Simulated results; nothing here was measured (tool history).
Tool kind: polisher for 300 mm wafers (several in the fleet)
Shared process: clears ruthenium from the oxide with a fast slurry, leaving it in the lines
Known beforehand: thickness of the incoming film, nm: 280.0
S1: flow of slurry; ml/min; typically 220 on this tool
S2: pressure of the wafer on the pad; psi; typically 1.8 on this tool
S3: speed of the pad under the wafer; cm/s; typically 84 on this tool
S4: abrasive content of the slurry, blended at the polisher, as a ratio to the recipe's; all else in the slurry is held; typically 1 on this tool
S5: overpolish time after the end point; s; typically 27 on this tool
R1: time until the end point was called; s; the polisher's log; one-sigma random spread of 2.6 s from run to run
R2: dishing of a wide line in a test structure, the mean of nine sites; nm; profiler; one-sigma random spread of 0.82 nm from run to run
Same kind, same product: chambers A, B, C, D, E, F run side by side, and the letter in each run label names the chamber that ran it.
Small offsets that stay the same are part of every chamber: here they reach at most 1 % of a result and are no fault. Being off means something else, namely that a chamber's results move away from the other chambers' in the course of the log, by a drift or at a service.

At hour 3.6: chamber D: slurry blender recalibrated.
Run 1F, hour 4.1: usual settings. Result: R1 132.31 s, R2 43.446 nm.
At hour 6.4: chamber A: worn pad replaced by a new one.
Run 2E, hour 7.5: usual settings. Result: R1 135.02 s, R2 44.013 nm.
Run 3B, hour 11.2: usual settings. Result: R1 138.33 s, R2 44.117 nm.
At hour 14.1: chamber D: slurry nozzle cleaned.
Run 4A, hour 16.2: usual settings. Result: R1 137.7 s, R2 45.591 nm.
Run 5D, hour 20.6: usual settings. Result: R1 136.92 s, R2 42.895 nm.
Run 6C, hour 25.1: usual settings. Result: R1 140.53 s, R2 42.869 nm.
Run 7D, hour 29.2: usual settings. Result: R1 131.03 s, R2 45.274 nm.
Run 8C, hour 34.2: usual settings. Result: R1 137.1 s, R2 42.121 nm.
Run 9A, hour 38.7: usual settings. Result: R1 135.93 s, R2 43.708 nm.
Run 10E, hour 42.2: usual settings but S4 0.85, S5 38 s. Result: R1 146.63 s, R2 55.446 nm.
Run 11F, hour 45.5: usual settings but S4 0.85, S5 38 s. Result: R1 148.35 s, R2 51.707 nm.
At hour 49.4: chamber B: slurry blender recalibrated.
Run 12B, hour 49.7: usual settings but S4 0.85, S5 38 s. Result: R1 147.61 s, R2 54.778 nm.
Run 13B, hour 53.6: usual settings but S4 0.85, S5 38 s. Result: R1 147.01 s, R2 54.771 nm.
At hour 56.2: chamber C: head pressure recalibrated.
Run 14E, hour 56.4: usual settings but S4 0.85, S5 38 s. Result: R1 147.25 s, R2 52.979 nm.
Run 15A, hour 60.2: usual settings but S4 0.85, S5 38 s. Result: R1 150.32 s, R2 55.478 nm.
At hour 61.2: chamber C: worn pad replaced by a new one.
Run 16C, hour 63.7: usual settings. Result: R1 131.63 s, R2 42.606 nm.
At hour 66: chamber E: worn pad replaced by a new one.
Run 17D, hour 67: usual settings. Result: R1 131.88 s, R2 44.283 nm.
Run 18F, hour 71.8: usual settings. Result: R1 136.49 s, R2 43.04 nm.
At hour 74.3: chamber F: worn pad replaced by a new one.
Run 19B, hour 75.9: usual settings. Result: R1 142.27 s, R2 43.999 nm.
Run 20C, hour 79: usual settings. Result: R1 138.44 s, R2 43.985 nm.
Run 21A, hour 84.6: usual settings. Result: R1 135.6 s, R2 43.097 nm.
Run 22D, hour 88.5: usual settings but S3 112 cm/s. Result: R1 102.67 s, R2 56.265 nm.
Run 23E, hour 91.8: usual settings but S3 112 cm/s. Result: R1 101.48 s, R2 56.176 nm.
Run 24F, hour 95.3: usual settings but S3 112 cm/s. Result: R1 108.88 s, R2 52.284 nm.
Run 25B, hour 98.8: usual settings but S3 112 cm/s. Result: R1 105.89 s, R2 54.992 nm.
Run 26E, hour 103.1: usual settings but S3 112 cm/s. Result: R1 98.916 s, R2 56.034 nm.
Run 27C, hour 107.9: usual settings but S3 112 cm/s. Result: R1 102.43 s, R2 54.478 nm.
Run 28A, hour 111.4: usual settings. Result: R1 136.61 s, R2 44.75 nm.
Run 29D, hour 116.7: usual settings. Result: R1 132.42 s, R2 46.306 nm.
Run 30F, hour 120.3: usual settings. Result: R1 152.68 s, R2 39.94 nm.
Run 31F, hour 124.2: usual settings. Result: R1 148.46 s, R2 40.113 nm.
At hour 124.8: chamber B: worn pad replaced by a new one.
Run 32A, hour 128: usual settings. Result: R1 134.98 s, R2 44.242 nm.
Run 33C, hour 130.6: usual settings. Result: R1 138.09 s, R2 43.352 nm.
At hour 132.2: chamber A: worn pad replaced by a new one.
Run 34D, hour 134.8: usual settings. Result: R1 127.18 s, R2 43.536 nm.
Run 35E, hour 139.2: usual settings but S2 1.4 psi, S3 58 cm/s. Result: R1 251.65 s, R2 25.074 nm.
Run 36B, hour 143.1: usual settings but S2 1.4 psi, S3 58 cm/s. Result: R1 243.98 s, R2 25.026 nm.
Run 37A, hour 146.8: usual settings but S2 1.4 psi, S3 58 cm/s. Result: R1 260.48 s, R2 25.083 nm.
At hour 151.5: chamber C: worn pad replaced by a new one.
Run 38B, hour 151.7: usual settings but S2 1.4 psi, S3 58 cm/s. Result: R1 241.82 s, R2 24.701 nm.
Run 39E, hour 154.4: usual settings but S2 1.4 psi, S3 58 cm/s. Result: R1 248.24 s, R2 25.533 nm.
Run 40D, hour 159.9: usual settings but S2 1.4 psi, S3 58 cm/s. Result: R1 262.35 s, R2 25.416 nm.
At hour 161.7: chamber A: head pressure recalibrated.
Run 41C, hour 164: usual settings but S1 240 ml/min. Result: R1 133.65 s, R2 42.752 nm.
At hour 166: chamber A: slurry blender recalibrated.
Run 42F, hour 167.4: usual settings but S1 240 ml/min. Result: R1 156.66 s, R2 38.513 nm.
Run 43A, hour 171.6: usual settings but S1 240 ml/min. Result: R1 140.17 s, R2 43.982 nm.
Run 44F, hour 176.5: usual settings but S1 240 ml/min. Result: R1 162.26 s, R2 38.373 nm.

Does one chamber stand apart from the rest, does the shared gauge drift, or is all well apart from small per-chamber offsets? Give the chamber and the most likely cause, where there is one.

It is chamber F that slowly wanders off from its peers.
Most likely cause: abrasive missing from the slurry, % = 30.9.

Here are 4 candidates for chamber F's next run, each the usual settings with a change, their results left as question marks. Which one brings its results back in line with what the others give on the usual settings?
A result is in line if it is within this distance of the other chambers' mean on the usual settings: R1 9.1 s; R2 2.9 nm
Run 45F-1, hour 180.5: usual settings but S2 1.9 psi, S3 92 cm/s, S4 1.05. Result: R1 ?, R2 ?.
Run 45F-2, hour 180.5: usual settings but S2 1.7 psi, S3 76 cm/s, S4 0.95. Result: R1 ?, R2 ?.
Run 45F-3, hour 180.5: usual settings but S2 1.7 psi, S3 82 cm/s. Result: R1 ?, R2 ?.
Run 45F-4, hour 180.5: usual settings but S2 1.9 psi, S3 86 cm/s. Result: R1 ?, R2 ?.

What the other chambers average on the usual settings: R1 135.5 s; R2 43.8 nm
  run      R1      R2
45F-1  139.21  42.686
45F-2  198.34  31.264
45F-3  178.91  34.281
45F-4  152.75  39.395
Change 45F-1 lands the chamber within the allowed miss of the other chambers.
